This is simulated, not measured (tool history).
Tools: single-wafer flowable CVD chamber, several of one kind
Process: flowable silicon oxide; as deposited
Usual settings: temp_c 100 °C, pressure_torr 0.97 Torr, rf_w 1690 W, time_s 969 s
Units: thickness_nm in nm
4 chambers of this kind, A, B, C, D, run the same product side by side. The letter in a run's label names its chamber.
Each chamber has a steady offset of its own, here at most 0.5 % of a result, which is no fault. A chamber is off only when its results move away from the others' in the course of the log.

| run | hour | temp_c | pressure_torr | rf_w | time_s | hours since the last thermocouple change | hours since the last RF generator calibration | hours since the last manometer calibration | read-back reference wafer on the same gauge, thickness_nm | thickness_nm |
|---|---|---|---|---|---|---|---|---|---|---|
| 1A | 7.3 | 100 | 0.97 | 1690 | 969 | 977.9 | 1606.9 | 296.3 | 765.67 | 718.27 |
| 2C | 13.4 | 100 | 0.97 | 1690 | 969 | 999.1 | 644.4 | 539.3 | 765.16 | 722.02 |
| 3D | 18 | 100 | 0.97 | 1690 | 969 | 2231.6 | 1707.2 | 814.4 | 764.6 | 717.98 |
|  | 20.4 | chamber B: thermocouple changed; heater temperature recalibrated |
| 4B | 27.3 | 100 | 0.97 | 1690 | 969 | 6.9 | 1821.7 | 386.4 | 766.31 | 723.05 |
| 5A | 34.9 | 100 | 0.97 | 1690 | 969 | 1005.5 | 1634.5 | 323.9 | 765.98 | 720.22 |
| 6B | 42.3 | 100 | 0.97 | 1690 | 969 | 21.9 | 1836.7 | 401.4 | 765.35 | 721.72 |
| 7C | 49.4 | 100 | 0.97 | 1690 | 969 | 1035.1 | 680.4 | 575.3 | 766.86 | 720.51 |
|  | 59.2 | chamber C: thermocouple changed; heater temperature recalibrated |
| 8D | 59.2 | 100 | 1.047 | 1455 | 969 | 2272.8 | 1748.4 | 855.6 | 766.38 | 762.51 |
| 9D | 64.7 | 100 | 1.047 | 1455 | 969 | 2278.3 | 1753.9 | 861.1 | 765.38 | 759.49 |
|  | 70.2 | chamber D: capacitance manometer re-zeroed and calibrated |
| 10A | 70.6 | 100 | 1.047 | 1455 | 969 | 1041.2 | 1670.2 | 359.6 | 765.22 | 753.89 |
| 11C | 75.5 | 100 | 1.047 | 1455 | 969 | 16.3 | 706.5 | 601.4 | 765.59 | 746.51 |
|  | 79.7 | chamber B: RF generator calibrated |
| 12B | 80.1 | 100 | 0.97 | 1690 | 969 | 59.7 | 0.4 | 439.2 | 766.55 | 724.87 |
| 13B | 87 | 100 | 0.97 | 1690 | 969 | 66.6 | 7.3 | 446.1 | 766.55 | 723.08 |
| 14C | 95.2 | 100 | 0.97 | 1690 | 969 | 36 | 726.2 | 621.1 | 765.74 | 722.48 |
| 15D | 100.6 | 100 | 0.97 | 1690 | 969 | 2314.2 | 1789.8 | 30.4 | 765.53 | 723.7 |
| 16A | 108.2 | 100 | 0.97 | 1690 | 969 | 1078.8 | 1707.8 | 397.2 | 765.38 | 720.56 |
| 17A | 112.8 | 100 | 0.97 | 1690 | 969 | 1083.4 | 1712.4 | 401.8 | 765.52 | 716.67 |
| 18C | 119.3 | 100 | 0.97 | 1690 | 969 | 60.1 | 750.3 | 645.2 | 765.64 | 721.38 |
| 19B | 124.6 | 100 | 0.97 | 1690 | 969 | 104.2 | 44.9 | 483.7 | 765.96 | 722.88 |
| 20D | 132.7 | 100 | 0.97 | 1690 | 969 | 2346.3 | 1821.9 | 62.5 | 765.04 | 724.92 |
| 21B | 141 | 100 | 0.97 | 1690 | 969 | 120.6 | 61.3 | 500.1 | 765.67 | 724.77 |
| 22A | 147.2 | 94 | 0.97 | 1690 | 969 | 1117.8 | 1746.8 | 436.2 | 766.84 | 867.77 |
| 23C | 152.5 | 94 | 0.97 | 1690 | 969 | 93.3 | 783.5 | 678.4 | 765.1 | 878.73 |
| 24D | 160.5 | 94 | 0.97 | 1690 | 969 | 2374.1 | 1849.7 | 90.3 | 765.66 | 880.25 |
| 25C | 170.4 | 94 | 0.97 | 1690 | 969 | 111.2 | 801.4 | 696.3 | 765.11 | 872.88 |
| 26B | 178 | 100 | 0.97 | 1690 | 969 | 157.6 | 98.3 | 537.1 | 766.2 | 722.67 |
| 27D | 183.7 | 100 | 0.97 | 1690 | 969 | 2397.3 | 1872.9 | 113.5 | 766.44 | 726.13 |
| 28A | 188.3 | 100 | 0.97 | 1690 | 969 | 1158.9 | 1787.9 | 477.3 | 765.83 | 700.02 |
| 29A | 192.9 | 100 | 0.97 | 1690 | 1138 | 1163.5 | 1792.5 | 481.9 | 766.99 | 817.65 |
| 30B | 201.9 | 100 | 0.97 | 1690 | 1138 | 181.5 | 122.2 | 561 | 766.91 | 850.48 |
| 31C | 209.6 | 100 | 0.97 | 1690 | 1138 | 150.4 | 840.6 | 735.5 | 765.55 | 850.06 |
| 32D | 218.2 | 100 | 0.97 | 1690 | 1138 | 2431.8 | 1907.4 | 148 | 766.14 | 850.99 |
|  | 218.3 | chamber D: RF generator calibrated |
| 33D | 223.8 | 100 | 0.97 | 1690 | 969 | 2437.4 | 5.6 | 153.6 | 766.26 | 726.11 |
|  | 225.6 | chamber A: RF generator calibrated |
| 34A | 229.9 | 107 | 0.97 | 1690 | 902 | 1200.5 | 4.3 | 518.9 | 766.68 | 500.92 |
| 35C | 234.3 | 107 | 0.97 | 1690 | 902 | 175.1 | 865.3 | 760.2 | 766.54 | 532.08 |
| 36B | 240.9 | 107 | 0.97 | 1690 | 902 | 220.5 | 161.2 | 600 | 764.78 | 527.84 |
| 37D | 250.6 | 107 | 0.97 | 1690 | 902 | 2464.2 | 32.4 | 180.4 | 764.82 | 533.22 |
| 38A | 260.4 | 100 | 1.169 | 1690 | 892 | 1231 | 34.8 | 549.4 | 765.43 | 768.6 |
| 39C | 268.1 | 100 | 1.169 | 1690 | 892 | 208.9 | 899.1 | 794 | 766.56 | 826.73 |
| 40B | 277 | 100 | 1.169 | 1690 | 892 | 256.6 | 197.3 | 636.1 | 766.48 | 819.57 |

Next, every chamber runs the same settings. What will each give?
| 41A | 284.1 | 100 | 0.97 | 1690 | 969 |  |  |  |  | ? |
| 41B | 284.1 | 100 | 0.97 | 1690 | 969 |  |  |  |  | ? |
| 41C | 284.1 | 100 | 0.97 | 1690 | 969 |  |  |  |  | ? |
| 41D | 284.1 | 100 | 0.97 | 1690 | 969 |  |  |  |  | ? |

| run | thickness_nm |
|---|---|
| 41A | 674.02 |
| 41B | 718.73 |
| 41C | 722.85 |
| 41D | 728.4 |

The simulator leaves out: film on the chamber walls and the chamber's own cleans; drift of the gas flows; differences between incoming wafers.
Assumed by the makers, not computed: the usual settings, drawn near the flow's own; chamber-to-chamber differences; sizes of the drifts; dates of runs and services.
